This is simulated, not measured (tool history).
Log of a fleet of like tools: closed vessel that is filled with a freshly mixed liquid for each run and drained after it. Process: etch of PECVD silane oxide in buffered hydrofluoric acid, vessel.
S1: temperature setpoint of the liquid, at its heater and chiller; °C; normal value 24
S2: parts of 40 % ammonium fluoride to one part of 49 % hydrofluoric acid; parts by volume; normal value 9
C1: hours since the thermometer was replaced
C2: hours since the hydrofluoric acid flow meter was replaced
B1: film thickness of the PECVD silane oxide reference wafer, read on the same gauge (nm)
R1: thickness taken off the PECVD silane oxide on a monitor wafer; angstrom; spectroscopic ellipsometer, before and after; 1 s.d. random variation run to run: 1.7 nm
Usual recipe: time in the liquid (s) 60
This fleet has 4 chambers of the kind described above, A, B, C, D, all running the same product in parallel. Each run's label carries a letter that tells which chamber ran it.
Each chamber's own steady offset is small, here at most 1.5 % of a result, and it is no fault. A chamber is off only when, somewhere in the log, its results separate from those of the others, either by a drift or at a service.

Run 1A, hour 9.7: usual settings; C1 917.4; C2 115; B1 99.963. Result: R1 2078.2 angstrom.
At hour 15.7: chamber B: hydrofluoric acid flow meter replaced.
Run 2C, hour 18.5: usual settings; C1 1936.5; C2 370.4; B1 100.01. Result: R1 2086.3 angstrom.
Run 3D, hour 24.5: usual settings; C1 581.5; C2 430.7; B1 100. Result: R1 2067.7 angstrom.
At hour 32.1: chamber A: thermometer replaced.
Run 4B, hour 36.6: usual settings; C1 1675.8; C2 20.9; B1 100.02. Result: R1 2066.4 angstrom.
Run 5D, hour 44.7: usual settings; C1 601.7; C2 450.9; B1 99.969. Result: R1 2068 angstrom.
Run 6B, hour 53.1: usual settings; C1 1692.3; C2 37.4; B1 99.979. Result: R1 2074.1 angstrom.
Run 7A, hour 64.6: usual settings; C1 32.6; C2 169.9; B1 99.959. Result: R1 2070.9 angstrom.
Run 8C, hour 75.9: usual settings but S2 7 parts by volume, time in the liquid (s) 80; C1 1993.9; C2 427.8; B1 99.977. Result: R1 3647.7 angstrom.
Run 9C, hour 82.6: usual settings but S2 7 parts by volume, time in the liquid (s) 80; C1 2000.6; C2 434.5; B1 100.02. Result: R1 3650.6 angstrom.
Run 10B, hour 88.5: usual settings but S2 7 parts by volume, time in the liquid (s) 80; C1 1727.7; C2 72.8; B1 100.02. Result: R1 3624.9 angstrom.
Run 11A, hour 95.8: usual settings but S2 7 parts by volume, time in the liquid (s) 80; C1 63.8; C2 201.1; B1 99.991. Result: R1 3728.8 angstrom.
Run 12D, hour 101.2: usual settings; C1 658.2; C2 507.4; B1 100. Result: R1 2076.8 angstrom.
Run 13A, hour 112: usual settings; C1 80; C2 217.3; B1 99.981. Result: R1 2112.7 angstrom.
Run 14B, hour 118.8: usual settings but time in the liquid (s) 45; C1 1758; C2 103.1; B1 99.996. Result: R1 1561.3 angstrom.
Run 15D, hour 131.2: usual settings but time in the liquid (s) 45; C1 688.2; C2 537.4; B1 99.973. Result: R1 1542.7 angstrom.
Run 16C, hour 137: usual settings but time in the liquid (s) 45; C1 2055; C2 488.9; B1 100. Result: R1 1574.5 angstrom.
Run 17A, hour 145.4: usual settings but time in the liquid (s) 45; C1 113.4; C2 250.7; B1 100. Result: R1 1549.9 angstrom.
Run 18C, hour 157.3: usual settings; C1 2075.3; C2 509.2; B1 100.03. Result: R1 2072.2 angstrom.
At hour 168.9: chamber D: hydrofluoric acid flow meter replaced.
Run 19D, hour 169.5: usual settings; C1 726.5; C2 0.7; B1 99.961. Result: R1 2074.3 angstrom.
Run 20B, hour 176.2: usual settings; C1 1815.4; C2 160.5; B1 99.946. Result: R1 2106 angstrom.
Run 21D, hour 183.1: usual settings but S2 11.5 parts by volume; C1 740.1; C2 14.3; B1 99.963. Result: R1 1668.3 angstrom.
Run 22C, hour 189.9: usual settings but S2 11.5 parts by volume; C1 2107.9; C2 541.8; B1 100.01. Result: R1 1698.3 angstrom.
Run 23B, hour 201: usual settings but S2 11.5 parts by volume; C1 1840.2; C2 185.3; B1 100.02. Result: R1 1695.8 angstrom.
Run 24A, hour 206.6: usual settings but S2 11.5 parts by volume; C1 174.6; C2 311.9; B1 99.971. Result: R1 1702.8 angstrom.
Run 25C, hour 217.4: usual settings; C1 2135.4; C2 569.3; B1 100.03. Result: R1 2096.2 angstrom.
Run 26B, hour 223.9: usual settings but S1 28 °C; C1 1863.1; C2 208.2; B1 100.06. Result: R1 2540.1 angstrom.
Run 27D, hour 231.3: usual settings but S1 28 °C; C1 788.3; C2 62.5; B1 99.956. Result: R1 2541.9 angstrom.
Run 28A, hour 239.5: usual settings but S1 28 °C; C1 207.5; C2 344.8; B1 100.01. Result: R1 2593.4 angstrom.
Run 29D, hour 249.5: usual settings but S1 28 °C; C1 806.5; C2 80.7; B1 100.04. Result: R1 2576.2 angstrom.
Run 30A, hour 259.1: usual settings; C1 227.1; C2 364.4; B1 99.997. Result: R1 2096.8 angstrom.
Run 31C, hour 270.5: usual settings; C1 2188.5; C2 622.4; B1 99.96. Result: R1 2052.6 angstrom.
Run 32B, hour 282.1: usual settings; C1 1921.3; C2 266.4; B1 99.985. Result: R1 2077 angstrom.

Predict what each chamber gives when all 4 of them run the settings below next.
Run 33A, hour 291.1: usual settings but S2 10 parts by volume. Result: R1 ?.
Run 33B, hour 291.1: usual settings but S2 10 parts by volume. Result: R1 ?.
Run 33C, hour 291.1: usual settings but S2 10 parts by volume. Result: R1 ?.
Run 33D, hour 291.1: usual settings but S2 10 parts by volume. Result: R1 ?.

run      R1
33A  1967.4
33B  1927.6
33C  1943.9
33D  1939.8

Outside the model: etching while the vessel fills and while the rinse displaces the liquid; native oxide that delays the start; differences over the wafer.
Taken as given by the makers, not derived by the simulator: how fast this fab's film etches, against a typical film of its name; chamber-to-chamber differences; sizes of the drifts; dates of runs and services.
